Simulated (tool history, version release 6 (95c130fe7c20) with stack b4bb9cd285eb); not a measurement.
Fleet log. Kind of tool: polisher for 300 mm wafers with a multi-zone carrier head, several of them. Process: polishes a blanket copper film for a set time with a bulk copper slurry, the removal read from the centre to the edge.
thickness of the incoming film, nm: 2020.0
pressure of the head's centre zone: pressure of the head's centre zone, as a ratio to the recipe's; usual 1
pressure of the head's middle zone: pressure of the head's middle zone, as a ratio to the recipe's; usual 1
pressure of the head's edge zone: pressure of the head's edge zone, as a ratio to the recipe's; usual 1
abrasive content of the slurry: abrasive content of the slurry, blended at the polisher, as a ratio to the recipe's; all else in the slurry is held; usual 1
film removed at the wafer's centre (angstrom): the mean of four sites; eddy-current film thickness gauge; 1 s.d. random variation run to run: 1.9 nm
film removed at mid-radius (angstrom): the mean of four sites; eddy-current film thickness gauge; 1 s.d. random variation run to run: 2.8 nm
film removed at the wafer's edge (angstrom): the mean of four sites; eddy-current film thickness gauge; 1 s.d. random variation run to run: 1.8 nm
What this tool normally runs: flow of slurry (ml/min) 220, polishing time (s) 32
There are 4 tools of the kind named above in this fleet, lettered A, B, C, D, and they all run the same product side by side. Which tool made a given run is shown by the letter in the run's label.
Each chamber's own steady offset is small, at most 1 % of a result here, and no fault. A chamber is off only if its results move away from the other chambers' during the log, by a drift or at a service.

| run | hour | flow of slurry (ml/min) | pressure of the head's centre zone | pressure of the head's middle zone | pressure of the head's edge zone | abrasive content of the slurry | polishing time (s) | wafers polished on this pad | hours since the slurry nozzle was cleaned | hours since the centre zone pressure was calibrated | hours since the edge zone pressure was calibrated | film removed at the wafer's centre (angstrom) | film removed at mid-radius (angstrom) | film removed at the wafer's edge (angstrom) |
|---|---|---|---|---|---|---|---|---|---|---|---|---|---|---|
| 1C | 2.9 | 220 | 1 | 1 | 1 | 1 | 32 | 791 | 261.2 | 8.9 | 159.1 | 2183.5 | 2266.7 | 2206.7 |
| 2A | 6.8 | 220 | 1 | 1 | 1 | 1 | 32 | 783 | 8.7 | 255.3 | 48.1 | 2220.1 | 2203.4 | 2248.2 |
| 3D | 12.7 | 220 | 1 | 1 | 1 | 1 | 32 | 1070 | 115.4 | 114.7 | 683.1 | 2209.8 | 2245.8 | 2236.7 |
| 4B | 18.4 | 220 | 1 | 1 | 1 | 1 | 32 | 591 | 98.4 | 363.9 | 62.1 | 2203.2 | 2217.6 | 2217.2 |
|  | 21.2 | chamber C: worn pad replaced by a new one |
| 5B | 21.4 | 220 | 1 | 1 | 1 | 0.8 | 32 | 619 | 101.4 | 366.9 | 65.1 | 2075.6 | 2132.7 | 2105.9 |
| 6A | 25.3 | 220 | 1 | 1 | 1 | 0.8 | 32 | 954 | 27.2 | 273.8 | 66.6 | 2106.8 | 2098.7 | 2136 |
| 7D | 30.1 | 220 | 1 | 1 | 1 | 0.8 | 32 | 1231 | 132.8 | 132.1 | 700.5 | 2125 | 2111.3 | 2118.5 |
| 8C | 33.2 | 220 | 1 | 1 | 1 | 0.8 | 32 | 111 | 291.5 | 39.2 | 189.4 | 2128.3 | 2136.4 | 2132.2 |
|  | 33.7 | chamber B: worn pad replaced by a new one |
|  | 34.8 | chamber A: worn pad replaced by a new one |
| 9A | 37.7 | 220 | 1 | 1 | 1 | 1 | 26 | 27 | 39.6 | 286.2 | 79 | 1776.1 | 1801.5 | 1794.6 |
| 10B | 42.3 | 220 | 1 | 1 | 1 | 1 | 26 | 80 | 122.3 | 387.8 | 86 | 1816.4 | 1808.9 | 1793.7 |
|  | 42.5 | chamber D: worn pad replaced by a new one |
| 11D | 46.7 | 220 | 1 | 1 | 1 | 1 | 26 | 39 | 149.4 | 148.7 | 717.1 | 1809.7 | 1843.7 | 1803.2 |
| 12C | 52 | 220 | 1 | 1 | 1 | 1 | 26 | 285 | 310.3 | 58 | 208.2 | 1834 | 1781.8 | 1787 |
| 13C | 57.7 | 220 | 1 | 1 | 1 | 1 | 32 | 337 | 316 | 63.7 | 213.9 | 2225 | 2210.8 | 2238.8 |
| 14A | 60.6 | 220 | 1 | 1 | 1 | 1 | 32 | 238 | 62.5 | 309.1 | 101.9 | 2173.3 | 2235.6 | 2223.7 |
| 15D | 65.4 | 220 | 1 | 1 | 1 | 1 | 32 | 212 | 168.1 | 167.4 | 735.8 | 2203.1 | 2273.1 | 2189.3 |
| 16B | 70.7 | 220 | 1 | 1 | 1 | 1 | 32 | 342 | 150.7 | 416.2 | 114.4 | 2240.9 | 2256.9 | 2229.4 |
| 17B | 75.7 | 220 | 1 | 1 | 1 | 1 | 32 | 388 | 155.7 | 421.2 | 119.4 | 2189.8 | 2241.7 | 2257.1 |
| 18A | 80.2 | 220 | 1 | 1 | 1 | 1 | 32 | 419 | 82.1 | 328.7 | 121.5 | 2182.7 | 2274.2 | 2205.3 |
| 19C | 84.8 | 220 | 1 | 1 | 1 | 1 | 32 | 588 | 343.1 | 90.8 | 241 | 2251.7 | 2247.6 | 2257.7 |
|  | 90.9 | chamber D: edge zone pressure recalibrated |
| 20D | 91 | 220 | 1 | 1 | 1 | 1 | 23 | 448 | 193.7 | 193 | 0.2 | 1598.8 | 1637.5 | 1597 |
| 21B | 95 | 220 | 1 | 1 | 1 | 1 | 23 | 566 | 175 | 440.5 | 138.7 | 1602.6 | 1598.1 | 1606.9 |
| 22A | 98.6 | 220 | 1 | 1 | 1 | 1 | 23 | 589 | 100.5 | 347.1 | 139.9 | 1574.7 | 1587 | 1584.3 |
| 23D | 102.8 | 220 | 1 | 1 | 1 | 1 | 23 | 557 | 205.5 | 204.8 | 12 | 1626.2 | 1648.2 | 1595 |
|  | 103.4 | chamber B: worn pad replaced by a new one |
| 24C | 106.7 | 220 | 1 | 1 | 1 | 1 | 32 | 790 | 365 | 112.7 | 262.9 | 2195.9 | 2174 | 2252 |
| 25A | 110.6 | 220 | 1 | 1 | 1 | 1 | 32 | 700 | 112.5 | 359.1 | 151.9 | 2223.8 | 2205.8 | 2212.3 |
| 26D | 114.5 | 220 | 1 | 1 | 1 | 1 | 32 | 665 | 217.2 | 216.5 | 23.7 | 2199.8 | 2249.9 | 2234.4 |
|  | 115.4 | chamber C: worn pad replaced by a new one |
| 27B | 120.2 | 220 | 1 | 1 | 1 | 1 | 32 | 156 | 200.2 | 465.7 | 163.9 | 2213.7 | 2288.2 | 2194 |
| 28C | 125.6 | 220 | 1 | 1 | 1 | 1 | 32 | 94 | 383.9 | 131.6 | 281.8 | 2229 | 2243.8 | 2194.2 |
| 29A | 130.2 | 220 | 1 | 1 | 1 | 1 | 32 | 881 | 132.1 | 378.7 | 171.5 | 2198 | 2232.3 | 2227.9 |

Is one chamber off against the others, does the gauge drift, or is nothing wrong? If a chamber is off, say which, and what the likeliest cause is.

All chambers stay in line apart from their small fixed offsets, and the gauge does not drift.

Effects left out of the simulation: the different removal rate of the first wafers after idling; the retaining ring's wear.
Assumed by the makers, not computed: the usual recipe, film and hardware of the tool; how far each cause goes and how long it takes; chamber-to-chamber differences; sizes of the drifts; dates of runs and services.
